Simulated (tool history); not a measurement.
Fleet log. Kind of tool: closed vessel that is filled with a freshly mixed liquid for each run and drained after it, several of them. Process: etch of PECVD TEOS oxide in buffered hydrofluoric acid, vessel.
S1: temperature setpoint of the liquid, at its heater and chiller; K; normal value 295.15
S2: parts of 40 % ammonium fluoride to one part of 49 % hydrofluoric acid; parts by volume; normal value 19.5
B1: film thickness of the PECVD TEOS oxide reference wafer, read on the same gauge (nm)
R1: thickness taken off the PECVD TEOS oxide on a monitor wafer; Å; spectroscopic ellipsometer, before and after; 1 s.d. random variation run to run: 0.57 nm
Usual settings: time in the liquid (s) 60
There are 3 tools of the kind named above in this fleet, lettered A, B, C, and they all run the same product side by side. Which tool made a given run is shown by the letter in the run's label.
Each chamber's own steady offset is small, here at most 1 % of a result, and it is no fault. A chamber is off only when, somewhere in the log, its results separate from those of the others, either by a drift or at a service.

Run 1A, hour 5.1: usual settings; B1 100.040. Result: R1 613.68 Å.
At hour 6.5: chamber B: hydrofluoric acid flow meter replaced.
Run 2C, hour 10.3: usual settings; B1 100.010. Result: R1 618.13 Å.
Run 3B, hour 14.2: usual settings; B1 100.010. Result: R1 610.12 Å.
Run 4B, hour 21.2: usual settings; B1 100.020. Result: R1 606.19 Å.
Run 5A, hour 26.7: usual settings but S2 25.5 parts by volume; B1 99.989. Result: R1 506.36 Å.
Run 6C, hour 33.5: usual settings but S2 25.5 parts by volume; B1 99.991. Result: R1 495.52 Å.
Run 7C, hour 40.9: usual settings but S2 25.5 parts by volume; B1 99.977. Result: R1 501.31 Å.
Run 8B, hour 48.6: usual settings; B1 100.030. Result: R1 621.85 Å.
Run 9A, hour 54.3: usual settings but S2 24.5 parts by volume, time in the liquid (s) 75; B1 100.010. Result: R1 650.22 Å.
Run 10B, hour 59.0: usual settings but S2 24.5 parts by volume, time in the liquid (s) 75; B1 99.977. Result: R1 650.89 Å.
Run 11C, hour 63.2: usual settings but S2 24.5 parts by volume, time in the liquid (s) 75; B1 99.979. Result: R1 646.07 Å.
Run 12A, hour 71.2: usual settings; B1 99.990. Result: R1 612.99 Å.
Run 13B, hour 77.8: usual settings; B1 100.010. Result: R1 613.41 Å.
Run 14A, hour 81.7: usual settings; B1 99.993. Result: R1 615.99 Å.
Run 15C, hour 87.3: usual settings but S2 13.5 parts by volume, time in the liquid (s) 45; B1 99.992. Result: R1 654.24 Å.
Run 16A, hour 92.8: usual settings but S2 13.5 parts by volume, time in the liquid (s) 45; B1 99.979. Result: R1 659.19 Å.
Run 17B, hour 97.8: usual settings but S2 13.5 parts by volume, time in the liquid (s) 45; B1 100.020. Result: R1 658.16 Å.
Run 18C, hour 103.1: usual settings but S2 12.0 parts by volume, time in the liquid (s) 35; B1 100.020. Result: R1 574.43 Å.
Run 19B, hour 109.1: usual settings but S2 12.0 parts by volume, time in the liquid (s) 35; B1 99.979. Result: R1 579.41 Å.
Run 20A, hour 115.6: usual settings but S2 12.0 parts by volume, time in the liquid (s) 35; B1 99.989. Result: R1 583.81 Å.
Run 21C, hour 121.7: usual settings; B1 100.010. Result: R1 616.21 Å.
Run 22C, hour 129.5: usual settings; B1 100.020. Result: R1 607.78 Å.

Each of the 3 chambers runs these same settings next. Fill in every chamber's results:
Run 23A, hour 135.4: usual settings. Result: R1 ?.
Run 23B, hour 135.4: usual settings. Result: R1 ?.
Run 23C, hour 135.4: usual settings. Result: R1 ?.

run      R1
23A  618.10
23B  598.88
23C  605.80
